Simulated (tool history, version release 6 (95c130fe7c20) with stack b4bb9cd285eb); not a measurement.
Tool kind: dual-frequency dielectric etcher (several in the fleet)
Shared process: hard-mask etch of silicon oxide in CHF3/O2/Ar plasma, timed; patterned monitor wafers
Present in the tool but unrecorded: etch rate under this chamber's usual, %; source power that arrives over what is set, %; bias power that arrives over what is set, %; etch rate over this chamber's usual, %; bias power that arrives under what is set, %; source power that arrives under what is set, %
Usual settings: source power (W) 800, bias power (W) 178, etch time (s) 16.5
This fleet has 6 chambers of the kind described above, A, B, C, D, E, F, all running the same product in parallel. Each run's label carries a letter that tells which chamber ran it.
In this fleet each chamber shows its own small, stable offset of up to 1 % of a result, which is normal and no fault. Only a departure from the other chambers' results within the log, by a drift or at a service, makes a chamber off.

| run | hour | source power (W) | bias power (W) | etch time (s) | hours since the last wet clean | hours since the last source power generator calibration | hours since the last bias power generator calibration | read-back reference wafer on the same gauge, depth_nm | mean etch depth across the wafer (angstrom) |
|---|---|---|---|---|---|---|---|---|---|
| 1E | 10.5 | 800 | 178 | 16.5 | 111.6 | 1331.2 | 3093.4 | 31.309 | 366.3 |
| 2F | 22.6 | 800 | 178 | 16.5 | 86.3 | 187.1 | 1891.4 | 31.307 | 363.52 |
| 3B | 30.4 | 800 | 178 | 16.5 | 436.5 | 786.7 | 3323.2 | 31.301 | 362.51 |
| 4C | 45.3 | 800 | 178 | 16.5 | 47 | 3093.1 | 957 | 31.309 | 364.62 |
| 5D | 57.6 | 880 | 178 | 14 | 343.2 | 2040.6 | 1227.4 | 31.311 | 319.09 |
| 6A | 70.3 | 880 | 178 | 14 | 167.2 | 1964.8 | 3950 | 31.326 | 316.46 |
|  | 83.4 | chamber B: wet clean of the chamber |
| 7A | 85.2 | 880 | 178 | 14 | 182.1 | 1979.7 | 3964.9 | 31.316 | 317.01 |
| 8F | 92.6 | 880 | 178 | 14 | 156.3 | 257.1 | 1961.4 | 31.322 | 320.48 |
|  | 93.8 | chamber C: source power generator calibrated |
|  | 98.7 | chamber B: bias power generator calibrated |
| 9B | 101.4 | 880 | 178 | 14 | 18 | 857.7 | 2.7 | 31.323 | 319.68 |
| 10C | 110 | 880 | 178 | 14 | 111.7 | 16.2 | 1021.7 | 31.32 | 321.12 |
| 11D | 118.3 | 800 | 178 | 16.5 | 403.9 | 2101.3 | 1288.1 | 31.329 | 363.46 |
| 12E | 130.8 | 800 | 178 | 16.5 | 231.9 | 1451.5 | 3213.7 | 31.334 | 366.82 |
| 13D | 138.3 | 800 | 178 | 16.5 | 423.9 | 2121.3 | 1308.1 | 31.328 | 363.64 |
| 14E | 147.7 | 640 | 143 | 16.5 | 248.8 | 1468.4 | 3230.6 | 31.324 | 313.75 |
| 15C | 158.3 | 640 | 143 | 16.5 | 160 | 64.5 | 1070 | 31.337 | 310.93 |
|  | 159 | chamber E: source power generator calibrated |
| 16A | 171.8 | 640 | 143 | 16.5 | 268.7 | 2066.3 | 4051.5 | 31.34 | 306.56 |
| 17F | 186.2 | 640 | 143 | 16.5 | 249.9 | 350.7 | 2055 | 31.351 | 310.55 |
| 18B | 194.8 | 640 | 143 | 16.5 | 111.4 | 951.1 | 96.1 | 31.351 | 309.79 |
| 19C | 208.9 | 640 | 143 | 16.5 | 210.6 | 115.1 | 1120.6 | 31.353 | 311.74 |
| 20D | 219.8 | 800 | 178 | 16.5 | 505.4 | 2202.8 | 1389.6 | 31.346 | 363.85 |
| 21E | 234.8 | 800 | 178 | 16.5 | 335.9 | 75.8 | 3317.7 | 31.36 | 366.69 |
| 22B | 247.7 | 800 | 178 | 16.5 | 164.3 | 1004 | 149 | 31.365 | 363.06 |
| 23A | 263.6 | 800 | 178 | 16.5 | 360.5 | 2158.1 | 4143.3 | 31.369 | 360.35 |
| 24F | 275.4 | 800 | 178 | 16.5 | 339.1 | 439.9 | 2144.2 | 31.37 | 364.22 |
|  | 286.1 | chamber D: wet clean of the chamber |
| 25C | 289.7 | 800 | 178 | 16.5 | 291.4 | 195.9 | 1201.4 | 31.378 | 364.41 |
| 26A | 300.9 | 890 | 178 | 14 | 397.8 | 2195.4 | 4180.6 | 31.382 | 318.72 |
| 27F | 314.6 | 890 | 178 | 14 | 378.3 | 479.1 | 2183.4 | 31.387 | 322.27 |
| 28B | 328.9 | 890 | 178 | 14 | 245.5 | 1085.2 | 230.2 | 31.382 | 321.25 |
| 29D | 336.9 | 890 | 178 | 14 | 50.8 | 2319.9 | 1506.7 | 31.387 | 321.18 |
| 30E | 344.2 | 890 | 178 | 14 | 445.3 | 185.2 | 3427.1 | 31.39 | 324.29 |
| 31A | 359.4 | 890 | 178 | 14 | 456.3 | 2253.9 | 4239.1 | 31.388 | 318.69 |
| 32B | 367.7 | 800 | 178 | 16.5 | 284.3 | 1124 | 269 | 31.391 | 363.7 |
| 33E | 382.8 | 800 | 178 | 16.5 | 483.9 | 223.8 | 3465.7 | 31.399 | 366.95 |
| 34C | 395.7 | 800 | 178 | 16.5 | 397.4 | 301.9 | 1307.4 | 31.404 | 366.12 |
| 35F | 406 | 670 | 178 | 12.5 | 469.7 | 570.5 | 2274.8 | 31.397 | 257.58 |
| 36D | 416.8 | 670 | 178 | 12.5 | 130.7 | 2399.8 | 1586.6 | 31.4 | 258.3 |
| 37F | 429.4 | 670 | 178 | 12.5 | 493.1 | 593.9 | 2298.2 | 31.41 | 258.17 |
| 38C | 445.5 | 670 | 178 | 12.5 | 447.2 | 351.7 | 1357.2 | 31.419 | 258.79 |
| 39B | 453.5 | 670 | 178 | 12.5 | 370.1 | 1209.8 | 354.8 | 31.408 | 257.21 |
| 40D | 462.1 | 670 | 178 | 12.5 | 176 | 2445.1 | 1631.9 | 31.426 | 257.75 |
| 41E | 471.4 | 800 | 178 | 16.5 | 572.5 | 312.4 | 3554.3 | 31.422 | 366.84 |
| 42A | 483.9 | 800 | 178 | 16.5 | 580.8 | 2378.4 | 4363.6 | 31.426 | 361.04 |
|  | 489.9 | chamber E: wet clean of the chamber |
| 43E | 500.1 | 630 | 210 | 16.5 | 10.3 | 341.1 | 3583 | 31.43 | 354.76 |

Is one chamber out of step, is the gauge drifting, or do the chambers differ by no more than their own small offsets? For an off chamber, give its letter and the likeliest cause.

The shared gauge is drifting. All chambers look as if they move in step, but none is off.
Most likely cause: gauge reads high (%) = 0.42.
